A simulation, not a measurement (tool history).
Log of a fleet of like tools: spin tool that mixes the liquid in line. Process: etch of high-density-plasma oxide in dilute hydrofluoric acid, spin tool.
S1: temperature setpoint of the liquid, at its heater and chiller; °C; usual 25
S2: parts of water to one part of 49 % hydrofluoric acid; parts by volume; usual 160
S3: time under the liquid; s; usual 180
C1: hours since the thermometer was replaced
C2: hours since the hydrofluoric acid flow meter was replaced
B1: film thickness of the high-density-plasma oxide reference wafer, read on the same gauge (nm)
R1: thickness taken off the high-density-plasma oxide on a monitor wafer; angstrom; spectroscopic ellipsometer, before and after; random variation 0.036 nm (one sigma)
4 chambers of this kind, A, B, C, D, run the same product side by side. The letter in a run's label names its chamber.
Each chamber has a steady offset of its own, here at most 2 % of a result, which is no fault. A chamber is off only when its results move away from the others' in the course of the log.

run 1D hour=7.2 | S1=25 S2=160 S3=180 | C1=523.1 C2=755.9 | B1=100.03 | R1=60.611
run 2C hour=12.8 | S1=25 S2=160 S3=180 | C1=599.6 C2=1663.1 | B1=100 | R1=60.333
run 3B hour=19.3 | S1=25 S2=160 S3=180 | C1=535.4 C2=769.1 | B1=100.04 | R1=60.595
run 4A hour=24.8 | S1=25 S2=160 S3=180 | C1=210.7 C2=422.7 | B1=100.01 | R1=61.979
run 5C hour=30.4 | S1=25 S2=160 S3=180 | C1=617.2 C2=1680.7 | B1=100.03 | R1=60.281
run 6A hour=37.1 | S1=25 S2=160 S3=180 | C1=223 C2=435 | B1=100.02 | R1=61.477
run 7D hour=42.8 | S1=25 S2=160 S3=180 | C1=558.7 C2=791.5 | B1=99.991 | R1=60.904
run 8B hour=49.5 | S1=25 S2=160 S3=180 | C1=565.6 C2=799.3 | B1=100.02 | R1=60.667
run 9C hour=56.7 | S1=28 S2=85 S3=180 | C1=643.5 C2=1707 | B1=100.03 | R1=139.2
run 10A hour=62.1 | S1=28 S2=85 S3=180 | C1=248 C2=460 | B1=99.956 | R1=143.3
-- hour=63.5 chamber C: thermometer replaced
run 11D hour=67.2 | S1=28 S2=85 S3=180 | C1=583.1 C2=815.9 | B1=99.966 | R1=141.36
run 12B hour=72.2 | S1=28 S2=85 S3=180 | C1=588.3 C2=822 | B1=99.967 | R1=144.05
run 13B hour=77.7 | S1=25 S2=160 S3=180 | C1=593.8 C2=827.5 | B1=99.989 | R1=61.033
run 14A hour=84.9 | S1=25 S2=160 S3=180 | C1=270.8 C2=482.8 | B1=100.03 | R1=62.034
-- hour=86.5 chamber D: thermometer replaced
run 15C hour=90.2 | S1=25 S2=160 S3=180 | C1=26.8 C2=1740.5 | B1=99.987 | R1=60.355
run 16D hour=95.2 | S1=25 S2=160 S3=180 | C1=8.8 C2=843.9 | B1=100 | R1=61.632
run 17C hour=102.3 | S1=25 S2=160 S3=180 | C1=38.9 C2=1752.6 | B1=100.03 | R1=60.591
run 18B hour=108.2 | S1=25 S2=160 S3=180 | C1=624.3 C2=858 | B1=100.06 | R1=61.46
run 19D hour=116.1 | S1=25 S2=160 S3=180 | C1=29.7 C2=864.8 | B1=100.01 | R1=61.508
run 20A hour=120 | S1=25 S2=160 S3=180 | C1=305.9 C2=517.9 | B1=100.02 | R1=61.462
run 21B hour=126.2 | S1=25 S2=115 S3=280 | C1=642.3 C2=876 | B1=99.969 | R1=140.76
run 22C hour=130.8 | S1=25 S2=115 S3=280 | C1=67.4 C2=1781.1 | B1=99.976 | R1=139.01
run 23D hour=138.5 | S1=25 S2=115 S3=280 | C1=52.1 C2=887.2 | B1=100.01 | R1=141.85
run 24A hour=146.4 | S1=25 S2=115 S3=280 | C1=332.3 C2=544.3 | B1=99.989 | R1=139.72
run 25D hour=152.4 | S1=25 S2=160 S3=180 | C1=66 C2=901.1 | B1=100.01 | R1=62.908
run 26C hour=158.2 | S1=25 S2=160 S3=180 | C1=94.8 C2=1808.5 | B1=100.01 | R1=60.258
run 27B hour=163.9 | S1=27.5 S2=160 S3=250 | C1=680 C2=913.7 | B1=99.987 | R1=92.746
run 28A hour=168.7 | S1=27.5 S2=160 S3=250 | C1=354.6 C2=566.6 | B1=100.01 | R1=93.447
run 29C hour=176.9 | S1=27.5 S2=160 S3=250 | C1=113.5 C2=1827.2 | B1=99.986 | R1=92.217
run 30B hour=181.1 | S1=27.5 S2=160 S3=250 | C1=697.2 C2=930.9 | B1=99.943 | R1=93.488
run 31A hour=186.1 | S1=25 S2=160 S3=180 | C1=372 C2=584 | B1=100.01 | R1=61.559
run 32D hour=193.1 | S1=25 S2=160 S3=180 | C1=106.7 C2=941.8 | B1=100.07 | R1=63.025
run 33A hour=198 | S1=25 S2=160 S3=180 | C1=383.9 C2=595.9 | B1=99.998 | R1=62.014
run 34C hour=206.1 | S1=25 S2=160 S3=180 | C1=142.7 C2=1856.4 | B1=99.992 | R1=60.086
run 35D hour=210 | S1=25 S2=160 S3=180 | C1=123.6 C2=958.7 | B1=99.98 | R1=63.424
run 36B hour=215.5 | S1=25 S2=160 S3=180 | C1=731.6 C2=965.3 | B1=100.01 | R1=61.389
run 37B hour=223.8 | S1=25 S2=160 S3=180 | C1=739.9 C2=973.6 | B1=99.965 | R1=60.749
run 38A hour=229.8 | S1=25 S2=160 S3=180 | C1=415.7 C2=627.7 | B1=100.02 | R1=61.812
run 39D hour=234.2 | S1=25 S2=160 S3=180 | C1=147.8 C2=982.9 | B1=99.96 | R1=65.104
run 40C hour=238.9 | S1=25 S2=160 S3=180 | C1=175.5 C2=1889.2 | B1=99.995 | R1=60.433
run 41D hour=246.6 | S1=25 S2=160 S3=180 | C1=160.2 C2=995.3 | B1=99.989 | R1=64.325
run 42C hour=254.5 | S1=25 S2=160 S3=180 | C1=191.1 C2=1904.8 | B1=99.977 | R1=60.929
run 43B hour=262 | S1=25 S2=160 S3=180 | C1=778.1 C2=1011.8 | B1=99.996 | R1=61.489

Is one chamber off against the others, does the gauge drift, or is nothing wrong? If a chamber is off, say which, and what the likeliest cause is.

Chamber D drifts away from the others.
Cause: hydrofluoric acid flow above the setpoint (%) = 5.21.

Here are 4 candidates for chamber D's next run, each the usual settings with a change, their results left as question marks. Which one brings its results back in line with what the others give on the usual settings?
In line means no further than this from the other chambers' mean on the usual settings: R1 1.3 angstrom
run 44D-1 hour=267.9 | S1=25 S2=155 S3=185 | R1=?
run 44D-2 hour=267.9 | S1=25.5 S2=160 S3=180 | R1=?
run 44D-3 hour=267.9 | S1=25 S2=165 S3=175 | R1=?
run 44D-4 hour=267.9 | S1=25 S2=160 S3=175 | R1=?

The other chambers' mean on the usual settings: R1 61.1 angstrom
run=44D-1 R1=69.123
run=44D-2 R1=66.031
run=44D-3 R1=60.759
run=44D-4 R1=62.999
44D-3 brings the chamber back in line.
